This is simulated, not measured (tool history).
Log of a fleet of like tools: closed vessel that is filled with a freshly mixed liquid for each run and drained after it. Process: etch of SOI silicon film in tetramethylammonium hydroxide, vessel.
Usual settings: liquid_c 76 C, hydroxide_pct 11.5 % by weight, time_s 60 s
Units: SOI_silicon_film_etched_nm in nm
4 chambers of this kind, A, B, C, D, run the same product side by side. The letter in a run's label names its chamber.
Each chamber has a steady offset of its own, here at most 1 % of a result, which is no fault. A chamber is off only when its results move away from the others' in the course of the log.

run,day,liquid_c,hydroxide_pct,time_s,"read-back film thickness of the SOI silicon film reference wafer, read on the same gauge (nm)",SOI_silicon_film_etched_nm
1C,0.329,76,11.5,60,89.973,610.92
2A,0.638,76,11.5,60,89.999,613.34
# day 0.804: chamber B: thermometer replaced
3B,1.058,76,11.5,60,89.963,612.21
4D,1.321,76,11.5,60,89.987,609.92
5C,1.550,76,11.5,60,89.962,612.13
6A,1.975,76,11.5,60,90.018,615.81
7B,2.383,76,11.5,60,90.043,616.53
8D,2.692,76,11.5,60,90.019,615.36
9B,2.925,76,11.5,60,90.009,614.88
10C,3.208,76,11.5,60,89.975,615.72
11D,3.725,76,11.5,60,90.014,612.39
12A,4.158,76,11.5,60,89.997,617.72
13D,4.604,76,11.5,60,89.984,612.04
14C,5.025,76,11.5,60,89.960,614.50
15B,5.454,76,11.5,60,90.019,614.98
16A,5.971,76,11.5,60,89.994,614.65
17D,6.296,76,11.5,60,90.008,613.94
18A,6.712,76,11.5,60,89.977,614.47
19B,6.946,76,11.5,60,90.009,616.97
20C,7.388,76,11.5,60,90.033,612.68
21C,7.833,76,11.5,60,90.024,611.65
22B,8.312,76,11.5,60,90.012,616.29
23D,8.642,76,11.5,60,90.009,620.96
# day 8.933: chamber D: thermometer replaced
24A,9.012,76,11.5,60,90.035,616.47
25D,9.254,76,11.5,60,90.082,625.26
26A,9.492,76,11.5,60,89.980,616.93
27B,9.871,76,11.5,60,89.987,615.49
28C,10.225,76,11.5,60,89.943,612.88
29C,10.462,76,11.5,60,89.989,612.40
30D,10.812,76,11.5,60,90.069,624.00
31B,11.246,76,11.5,60,89.954,611.66
32A,11.488,76,14.0,60,89.996,564.86
33B,11.821,76,14.0,60,89.997,558.87
34C,12.300,76,14.0,60,90.001,561.34
35D,12.542,76,14.0,60,89.967,583.66
36A,12.917,73,11.5,60,89.957,515.38
37C,13.162,73,11.5,60,89.972,516.52
38D,13.483,73,11.5,60,90.018,535.75

Next, every chamber runs the same settings. What will each give?
39A,13.867,76,11.5,30,,?
39B,13.867,76,11.5,30,,?
39C,13.867,76,11.5,30,,?
39D,13.867,76,11.5,30,,?

run,SOI_silicon_film_etched_nm
39A,305.63
39B,304.27
39C,307.40
39D,316.72
